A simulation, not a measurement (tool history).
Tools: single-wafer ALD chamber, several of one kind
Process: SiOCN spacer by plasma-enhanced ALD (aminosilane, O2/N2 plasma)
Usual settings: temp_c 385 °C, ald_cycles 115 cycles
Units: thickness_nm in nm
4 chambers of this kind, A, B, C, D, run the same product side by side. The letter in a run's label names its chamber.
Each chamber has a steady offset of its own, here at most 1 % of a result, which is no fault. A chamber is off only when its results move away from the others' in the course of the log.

run,hour,temp_c,ald_cycles,hours since the last thermocouple change,"read-back reference wafer on the same gauge, thickness_nm",thickness_nm
1B,5.4,385,115,951.8,6.6316,6.9201
2C,12.8,385,115,415.2,6.6304,6.9923
3A,19.9,385,115,394.3,6.6278,6.9464
4D,26.9,385,115,915.7,6.6271,6.8862
5C,35.3,385,115,437.7,6.6251,7.0148
6B,43.3,395,115,989.7,6.6249,6.9123
7D,48.6,395,115,937.4,6.6248,6.8768
8A,54.1,395,115,428.5,6.6223,6.9634
9B,61.9,395,115,1008.3,6.6224,6.8991
10D,69.9,385,115,958.7,6.6211,6.8853
11A,79.9,385,115,454.3,6.6213,6.9676
12C,89.6,385,115,492,6.6172,6.9989
13A,95.8,385,115,470.2,6.6169,6.9398
14C,103.7,385,115,506.1,6.6155,6.993
15D,113.1,385,115,1001.9,6.6125,6.8853
16B,122.8,385,115,1069.2,6.6151,6.8845
17A,127.5,385,115,501.9,6.6128,6.9457
18B,132.3,385,115,1078.7,6.6135,6.8818
19D,141.4,385,115,1030.2,6.6114,6.8838
20C,151,377,115,553.4,6.6123,6.9891
21C,161,377,115,563.4,6.6104,6.9783
22D,165.7,377,115,1054.5,6.6077,6.8547
23B,171,377,115,1117.4,6.6078,6.8885
24A,179.1,385,115,553.5,6.6073,6.9373
# hour 183.2: chamber D: thermocouple changed; heater temperature recalibrated
25D,187.3,385,115,4.2,6.6045,6.8698
26A,196.1,385,115,570.5,6.6038,6.9395
27C,203.4,385,115,605.8,6.6045,6.975
28B,212.5,385,115,1158.9,6.604,6.8814
29B,220.7,385,115,1167.1,6.6012,6.8915
30D,226.9,385,115,43.8,6.6017,6.8524
31C,236.4,385,115,638.8,6.5992,6.9616

Next, every chamber runs the same settings. What will each give?
32A,243.6,385,95,,,?
32B,243.6,385,95,,,?
32C,243.6,385,95,,,?
32D,243.6,385,95,,,?

run,thickness_nm
32A,5.7374
32B,5.6854
32C,5.7532
32D,5.6682

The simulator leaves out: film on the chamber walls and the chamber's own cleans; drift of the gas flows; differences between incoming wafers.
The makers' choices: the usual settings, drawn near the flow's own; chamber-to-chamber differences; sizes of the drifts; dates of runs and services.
